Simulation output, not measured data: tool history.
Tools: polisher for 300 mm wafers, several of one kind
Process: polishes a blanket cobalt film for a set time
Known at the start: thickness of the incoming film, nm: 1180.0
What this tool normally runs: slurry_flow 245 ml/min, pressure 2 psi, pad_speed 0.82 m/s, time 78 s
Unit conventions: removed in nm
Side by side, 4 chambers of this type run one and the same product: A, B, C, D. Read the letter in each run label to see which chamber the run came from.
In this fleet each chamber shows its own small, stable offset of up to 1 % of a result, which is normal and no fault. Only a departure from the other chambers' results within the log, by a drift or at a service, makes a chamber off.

Run 1A, hour 4.4: usual settings. Result: removed 317.97 nm.
At hour 10.2: chamber B: slurry nozzle cleaned.
Run 2B, hour 10.5: usual settings. Result: removed 313.54 nm.
Run 3C, hour 15.1: usual settings. Result: removed 315.19 nm.
Run 4D, hour 19.7: usual settings. Result: removed 322.30 nm.
Run 5C, hour 24.8: usual settings. Result: removed 318.58 nm.
Run 6A, hour 31.5: usual settings but pad_speed 0.62 m/s. Result: removed 247.11 nm.
Run 7D, hour 36.9: usual settings but pad_speed 0.62 m/s. Result: removed 247.34 nm.
Run 8B, hour 41.3: usual settings but pad_speed 0.62 m/s. Result: removed 238.29 nm.
At hour 42.3: chamber A: worn pad replaced by a new one.
At hour 47.6: chamber D: worn pad replaced by a new one.
Run 9B, hour 47.8: usual settings but pad_speed 0.62 m/s. Result: removed 241.73 nm.
Run 10D, hour 51.9: usual settings. Result: removed 318.61 nm.
Run 11C, hour 59.3: usual settings. Result: removed 312.82 nm.
At hour 59.6: chamber A: slurry nozzle cleaned.
Run 12A, hour 64.4: usual settings. Result: removed 326.54 nm.
At hour 67.2: chamber B: worn pad replaced by a new one.
Run 13C, hour 68.6: usual settings. Result: removed 311.55 nm.
Run 14B, hour 72.1: usual settings. Result: removed 314.31 nm.
Run 15A, hour 79.6: usual settings but slurry_flow 215 ml/min, pad_speed 1.02 m/s. Result: removed 393.86 nm.
Run 16D, hour 84.8: usual settings but slurry_flow 215 ml/min, pad_speed 1.02 m/s. Result: removed 391.75 nm.
Run 17C, hour 90.5: usual settings but slurry_flow 215 ml/min, pad_speed 1.02 m/s. Result: removed 386.55 nm.
Run 18B, hour 96.7: usual settings but slurry_flow 215 ml/min, pad_speed 1.02 m/s. Result: removed 380.24 nm.
Run 19D, hour 101.5: usual settings but pad_speed 1.00 m/s, time 90 s. Result: removed 454.77 nm.
Run 20A, hour 105.6: usual settings but pad_speed 1.00 m/s, time 90 s. Result: removed 450.68 nm.
Run 21C, hour 110.9: usual settings but pad_speed 1.00 m/s, time 90 s. Result: removed 449.72 nm.
Run 22A, hour 114.5: usual settings but pad_speed 1.00 m/s, time 90 s. Result: removed 450.97 nm.
Run 23B, hour 120.2: usual settings but pad_speed 0.98 m/s. Result: removed 375.48 nm.
Run 24D, hour 127.8: usual settings but pad_speed 0.98 m/s. Result: removed 383.60 nm.
At hour 128.1: chamber D: slurry nozzle cleaned.
Run 25D, hour 135.3: usual settings but pad_speed 0.98 m/s. Result: removed 378.05 nm.
At hour 137.5: chamber C: worn pad replaced by a new one.
Run 26B, hour 141.5: usual settings but pad_speed 0.98 m/s. Result: removed 377.50 nm.
Run 27C, hour 147.8: usual settings. Result: removed 330.81 nm.
Run 28A, hour 151.9: usual settings but slurry_flow 325 ml/min, time 100 s. Result: removed 419.34 nm.
Run 29A, hour 156.6: usual settings but slurry_flow 325 ml/min, time 100 s. Result: removed 424.54 nm.
Run 30C, hour 161.7: usual settings but slurry_flow 325 ml/min, time 100 s. Result: removed 441.70 nm.
Run 31D, hour 168.2: usual settings but slurry_flow 325 ml/min, time 100 s. Result: removed 418.48 nm.
Run 32B, hour 174.9: usual settings. Result: removed 316.79 nm.
Run 33A, hour 182.3: usual settings. Result: removed 323.15 nm.
At hour 186.0: chamber D: worn pad replaced by a new one.
Run 34B, hour 187.8: usual settings but time 101 s. Result: removed 410.92 nm.
Run 35C, hour 194.5: usual settings but time 101 s. Result: removed 450.44 nm.
Run 36D, hour 202.1: usual settings but time 101 s. Result: removed 413.84 nm.

Is one chamber off against the others, does the gauge drift, or is nothing wrong? If a chamber is off, say which, and what the likeliest cause is.

Chamber C drifts away from the others.
What lies behind it: head's pressure above its setpoint, % = 9.15.

Chamber C could run next with any of the 4 candidate recipes listed below; each alters the usual settings, and their results appear as question marks. Which one brings its results back in line with what the other chambers deliver on the usual settings?
In line means no further than this from the other chambers' mean on the usual settings: removed 11.00 nm
Run 37C-1, hour 207.7: usual settings but time 77 s. Result: removed ?.
Run 37C-2, hour 207.7: usual settings but pad_speed 0.84 m/s. Result: removed ?.
Run 37C-3, hour 207.7: usual settings but pad_speed 0.88 m/s. Result: removed ?.
Run 37C-4, hour 207.7: usual settings but pad_speed 0.78 m/s, time 75 s. Result: removed ?.

Average result of the remaining chambers running the usual settings: removed 319.99 nm
  run  removed
37C-1   343.12
37C-2   356.02
37C-3   372.90
37C-4   317.97
The right change is 37C-4: it brings the chamber back within the allowed miss of the others.
